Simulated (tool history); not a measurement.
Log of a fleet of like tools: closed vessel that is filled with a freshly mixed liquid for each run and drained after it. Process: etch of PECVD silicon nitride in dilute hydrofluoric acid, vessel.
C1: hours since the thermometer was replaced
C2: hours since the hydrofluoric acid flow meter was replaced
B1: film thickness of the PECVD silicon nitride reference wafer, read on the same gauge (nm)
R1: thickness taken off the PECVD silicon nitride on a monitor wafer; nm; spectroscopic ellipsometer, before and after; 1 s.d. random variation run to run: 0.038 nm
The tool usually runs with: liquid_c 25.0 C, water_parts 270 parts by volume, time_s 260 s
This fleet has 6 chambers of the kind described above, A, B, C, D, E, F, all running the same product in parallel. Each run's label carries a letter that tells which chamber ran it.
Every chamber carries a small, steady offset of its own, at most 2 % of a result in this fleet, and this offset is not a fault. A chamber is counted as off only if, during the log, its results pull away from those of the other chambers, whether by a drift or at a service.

run 1C hour=9.5 | liquid_c=25.0 water_parts=270 time_s=260 | C1=1705.2 C2=681.5 | B1=59.994 | R1=4.6894
run 2E hour=19.7 | liquid_c=25.0 water_parts=270 time_s=260 | C1=384.5 C2=92.7 | B1=60.011 | R1=4.6982
run 3A hour=29.7 | liquid_c=25.0 water_parts=270 time_s=260 | C1=2045.0 C2=2447.0 | B1=60.013 | R1=4.7645
run 4D hour=39.5 | liquid_c=25.0 water_parts=270 time_s=260 | C1=560.7 C2=1861.2 | B1=60.021 | R1=4.7547
run 5F hour=46.2 | liquid_c=25.0 water_parts=270 time_s=260 | C1=889.2 C2=224.7 | B1=59.999 | R1=4.7641
run 6B hour=54.3 | liquid_c=25.0 water_parts=270 time_s=260 | C1=456.3 C2=735.4 | B1=60.023 | R1=4.7347
run 7C hour=65.5 | liquid_c=29.0 water_parts=270 time_s=260 | C1=1761.2 C2=737.5 | B1=60.004 | R1=6.0168
run 8E hour=80.8 | liquid_c=29.0 water_parts=270 time_s=260 | C1=445.6 C2=153.8 | B1=59.976 | R1=5.8721
run 9B hour=91.6 | liquid_c=29.0 water_parts=270 time_s=260 | C1=493.6 C2=772.7 | B1=60.003 | R1=6.0214
run 10F hour=99.5 | liquid_c=29.0 water_parts=270 time_s=260 | C1=942.5 C2=278.0 | B1=60.004 | R1=5.9871
-- hour=103.3 chamber C: hydrofluoric acid flow meter replaced
run 11D hour=109.7 | liquid_c=29.0 water_parts=270 time_s=260 | C1=630.9 C2=1931.4 | B1=59.996 | R1=6.1130
-- hour=119.1 chamber B: hydrofluoric acid flow meter replaced
run 12A hour=123.8 | liquid_c=29.0 water_parts=270 time_s=260 | C1=2139.1 C2=2541.1 | B1=59.972 | R1=6.0530
-- hour=134.8 chamber A: hydrofluoric acid flow meter replaced
run 13D hour=136.0 | liquid_c=25.0 water_parts=270 time_s=260 | C1=657.2 C2=1957.7 | B1=59.983 | R1=4.8527
run 14F hour=147.7 | liquid_c=25.0 water_parts=270 time_s=260 | C1=990.7 C2=326.2 | B1=59.973 | R1=4.7655
run 15A hour=155.7 | liquid_c=25.0 water_parts=270 time_s=260 | C1=2171.0 C2=20.9 | B1=59.995 | R1=4.7168
run 16E hour=169.8 | liquid_c=25.0 water_parts=270 time_s=260 | C1=534.6 C2=242.8 | B1=60.008 | R1=4.7236
run 17C hour=182.7 | liquid_c=25.0 water_parts=270 time_s=260 | C1=1878.4 C2=79.4 | B1=59.982 | R1=4.7025
run 18B hour=193.3 | liquid_c=25.0 water_parts=270 time_s=260 | C1=595.3 C2=74.2 | B1=60.013 | R1=4.7705
run 19D hour=203.4 | liquid_c=28.0 water_parts=270 time_s=260 | C1=724.6 C2=2025.1 | B1=59.979 | R1=5.8655
run 20B hour=216.2 | liquid_c=28.0 water_parts=270 time_s=260 | C1=618.2 C2=97.1 | B1=59.986 | R1=5.6739
run 21E hour=230.0 | liquid_c=28.0 water_parts=270 time_s=260 | C1=594.8 C2=303.0 | B1=60.013 | R1=5.7263
run 22F hour=238.6 | liquid_c=28.0 water_parts=270 time_s=260 | C1=1081.6 C2=417.1 | B1=59.963 | R1=5.6983
run 23A hour=247.0 | liquid_c=28.0 water_parts=270 time_s=260 | C1=2262.3 C2=112.2 | B1=60.001 | R1=5.7193
run 24C hour=261.6 | liquid_c=28.0 water_parts=270 time_s=260 | C1=1957.3 C2=158.3 | B1=59.968 | R1=5.6971
run 25B hour=271.1 | liquid_c=25.0 water_parts=270 time_s=260 | C1=673.1 C2=152.0 | B1=59.973 | R1=4.8265
run 26C hour=281.1 | liquid_c=25.0 water_parts=270 time_s=260 | C1=1976.8 C2=177.8 | B1=60.043 | R1=4.7415
run 27F hour=288.0 | liquid_c=25.0 water_parts=270 time_s=260 | C1=1131.0 C2=466.5 | B1=59.992 | R1=4.7001
run 28D hour=297.7 | liquid_c=25.0 water_parts=270 time_s=260 | C1=818.9 C2=2119.4 | B1=60.034 | R1=4.7968
run 29A hour=305.0 | liquid_c=25.0 water_parts=270 time_s=260 | C1=2320.3 C2=170.2 | B1=60.003 | R1=4.7716
run 30E hour=313.4 | liquid_c=25.0 water_parts=270 time_s=260 | C1=678.2 C2=386.4 | B1=59.977 | R1=4.7238
run 31C hour=326.7 | liquid_c=25.0 water_parts=270 time_s=260 | C1=2022.4 C2=223.4 | B1=59.965 | R1=4.7255
run 32D hour=337.3 | liquid_c=25.0 water_parts=270 time_s=260 | C1=858.5 C2=2159.0 | B1=60.015 | R1=4.7791
run 33B hour=347.8 | liquid_c=22.0 water_parts=270 time_s=360 | C1=749.8 C2=228.7 | B1=60.014 | R1=5.4324
run 34F hour=360.0 | liquid_c=22.0 water_parts=270 time_s=360 | C1=1203.0 C2=538.5 | B1=59.985 | R1=5.4460
run 35A hour=371.5 | liquid_c=22.0 water_parts=270 time_s=360 | C1=2386.8 C2=236.7 | B1=59.991 | R1=5.4694
run 36E hour=381.9 | liquid_c=22.0 water_parts=270 time_s=360 | C1=746.7 C2=454.9 | B1=60.030 | R1=5.4189
run 37E hour=391.4 | liquid_c=22.0 water_parts=270 time_s=360 | C1=756.2 C2=464.4 | B1=60.003 | R1=5.3889

One chamber off, gauge drift, or nothing amiss beyond the chambers' own small offsets? If it is a chamber, which one, and what is the likeliest cause?

Neither any chamber nor the gauge drifts; the chambers differ only by their own small, steady offsets.

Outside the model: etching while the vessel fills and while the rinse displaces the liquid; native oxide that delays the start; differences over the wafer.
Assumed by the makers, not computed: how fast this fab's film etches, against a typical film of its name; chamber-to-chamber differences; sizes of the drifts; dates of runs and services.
